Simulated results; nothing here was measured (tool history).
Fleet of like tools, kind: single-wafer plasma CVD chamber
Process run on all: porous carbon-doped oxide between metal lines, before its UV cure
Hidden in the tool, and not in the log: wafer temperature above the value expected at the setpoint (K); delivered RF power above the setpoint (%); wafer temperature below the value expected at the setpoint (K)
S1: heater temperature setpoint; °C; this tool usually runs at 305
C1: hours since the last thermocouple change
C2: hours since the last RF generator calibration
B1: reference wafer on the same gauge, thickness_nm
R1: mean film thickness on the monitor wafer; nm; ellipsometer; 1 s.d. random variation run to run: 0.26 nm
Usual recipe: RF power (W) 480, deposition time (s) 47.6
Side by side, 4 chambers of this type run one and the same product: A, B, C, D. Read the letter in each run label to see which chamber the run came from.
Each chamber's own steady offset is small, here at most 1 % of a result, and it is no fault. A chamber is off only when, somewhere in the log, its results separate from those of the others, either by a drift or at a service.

{"run": "1A", "hour": 4.7, "S1": 305, "RF power (W)": 480, "deposition time (s)": 47.6, "C1": 587.7, "C2": 553.3, "B1": 271.09, "R1": 241.46}
{"run": "2B", "hour": 10.0, "S1": 305, "RF power (W)": 480, "deposition time (s)": 47.6, "C1": 2400.6, "C2": 304.6, "B1": 271.11, "R1": 241.09}
{"run": "3C", "hour": 13.8, "S1": 305, "RF power (W)": 480, "deposition time (s)": 47.6, "C1": 2587.6, "C2": 1104.2, "B1": 271.08, "R1": 241.63}
{"run": "4D", "hour": 19.9, "S1": 305, "RF power (W)": 480, "deposition time (s)": 47.6, "C1": 839.8, "C2": 2064.7, "B1": 271.11, "R1": 239.62}
{"run": "5C", "hour": 26.0, "S1": 305, "RF power (W)": 480, "deposition time (s)": 47.6, "C1": 2599.8, "C2": 1116.4, "B1": 271.25, "R1": 241.69}
{"run": "6A", "hour": 29.3, "S1": 305, "RF power (W)": 480, "deposition time (s)": 47.6, "C1": 612.3, "C2": 577.9, "B1": 271.22, "R1": 241.96}
{"run": "7D", "hour": 33.9, "S1": 305, "RF power (W)": 480, "deposition time (s)": 47.6, "C1": 853.8, "C2": 2078.7, "B1": 271.2, "R1": 239.88}
{"run": "8B", "hour": 40.1, "S1": 305, "RF power (W)": 480, "deposition time (s)": 47.6, "C1": 2430.7, "C2": 334.7, "B1": 271.33, "R1": 241.33}
{"run": "9B", "hour": 47.4, "S1": 305, "RF power (W)": 480, "deposition time (s)": 47.6, "C1": 2438, "C2": 342, "B1": 271.4, "R1": 241.33}
{"run": "10C", "hour": 52.6, "S1": 305, "RF power (W)": 480, "deposition time (s)": 47.6, "C1": 2626.4, "C2": 1143, "B1": 271.42, "R1": 241.97}
{"run": "11A", "hour": 58.2, "S1": 305, "RF power (W)": 480, "deposition time (s)": 47.6, "C1": 641.2, "C2": 606.8, "B1": 271.44, "R1": 242.17}
{"run": "12D", "hour": 64.5, "S1": 305, "RF power (W)": 480, "deposition time (s)": 47.6, "C1": 884.4, "C2": 2109.3, "B1": 271.49, "R1": 239.96}
{"run": "13D", "hour": 70.8, "S1": 305, "RF power (W)": 480, "deposition time (s)": 47.6, "C1": 890.7, "C2": 2115.6, "B1": 271.51, "R1": 240.26}
{"run": "14A", "hour": 76.7, "S1": 305, "RF power (W)": 480, "deposition time (s)": 47.6, "C1": 659.7, "C2": 625.3, "B1": 271.53, "R1": 242.32}
{"run": "15C", "hour": 81.8, "S1": 305, "RF power (W)": 480, "deposition time (s)": 47.6, "C1": 2655.6, "C2": 1172.2, "B1": 271.66, "R1": 242.28}
{"hour": 84.3, "done": "chamber D: thermocouple changed; heater temperature recalibrated"}
{"run": "16B", "hour": 86.4, "S1": 305, "RF power (W)": 480, "deposition time (s)": 47.6, "C1": 2477, "C2": 381, "B1": 271.66, "R1": 242.02}
{"run": "17D", "hour": 92.2, "S1": 305, "RF power (W)": 480, "deposition time (s)": 47.6, "C1": 8, "C2": 2137, "B1": 271.78, "R1": 240.01}
{"run": "18A", "hour": 96.0, "S1": 305, "RF power (W)": 480, "deposition time (s)": 47.6, "C1": 679, "C2": 644.6, "B1": 271.73, "R1": 242.23}
{"run": "19B", "hour": 99.6, "S1": 305, "RF power (W)": 480, "deposition time (s)": 47.6, "C1": 2490.2, "C2": 394.2, "B1": 271.81, "R1": 241.75}
{"run": "20C", "hour": 104.4, "S1": 300, "RF power (W)": 570, "deposition time (s)": 47.6, "C1": 2678.2, "C2": 1194.8, "B1": 271.81, "R1": 278.99}
{"run": "21C", "hour": 108.7, "S1": 300, "RF power (W)": 570, "deposition time (s)": 47.6, "C1": 2682.5, "C2": 1199.1, "B1": 271.82, "R1": 279.04}
{"run": "22D", "hour": 115.7, "S1": 300, "RF power (W)": 570, "deposition time (s)": 47.6, "C1": 31.5, "C2": 2160.5, "B1": 271.93, "R1": 276.72}
{"run": "23B", "hour": 122.6, "S1": 300, "RF power (W)": 570, "deposition time (s)": 47.6, "C1": 2513.2, "C2": 417.2, "B1": 271.99, "R1": 279.45}
{"run": "24A", "hour": 129.9, "S1": 305, "RF power (W)": 425, "deposition time (s)": 52, "C1": 712.9, "C2": 678.5, "B1": 272.06, "R1": 241.39}
{"run": "25D", "hour": 137.0, "S1": 305, "RF power (W)": 425, "deposition time (s)": 52, "C1": 52.8, "C2": 2181.8, "B1": 272.08, "R1": 239.68}
{"run": "26B", "hour": 141.8, "S1": 305, "RF power (W)": 425, "deposition time (s)": 52, "C1": 2532.4, "C2": 436.4, "B1": 272.16, "R1": 241.04}
{"run": "27C", "hour": 146.5, "S1": 305, "RF power (W)": 425, "deposition time (s)": 52, "C1": 2720.3, "C2": 1236.9, "B1": 272.25, "R1": 242.4}

Which is it: a chamber that has drifted or been left off by a service, a gauge drift common to all chambers, or only each chamber's usual small offset? If a chamber is off, name it and its likeliest cause.

The shared gauge is drifting. All chambers look as if they move in step, but none is off.
Likeliest cause: gauge reads high (%) = 0.453.

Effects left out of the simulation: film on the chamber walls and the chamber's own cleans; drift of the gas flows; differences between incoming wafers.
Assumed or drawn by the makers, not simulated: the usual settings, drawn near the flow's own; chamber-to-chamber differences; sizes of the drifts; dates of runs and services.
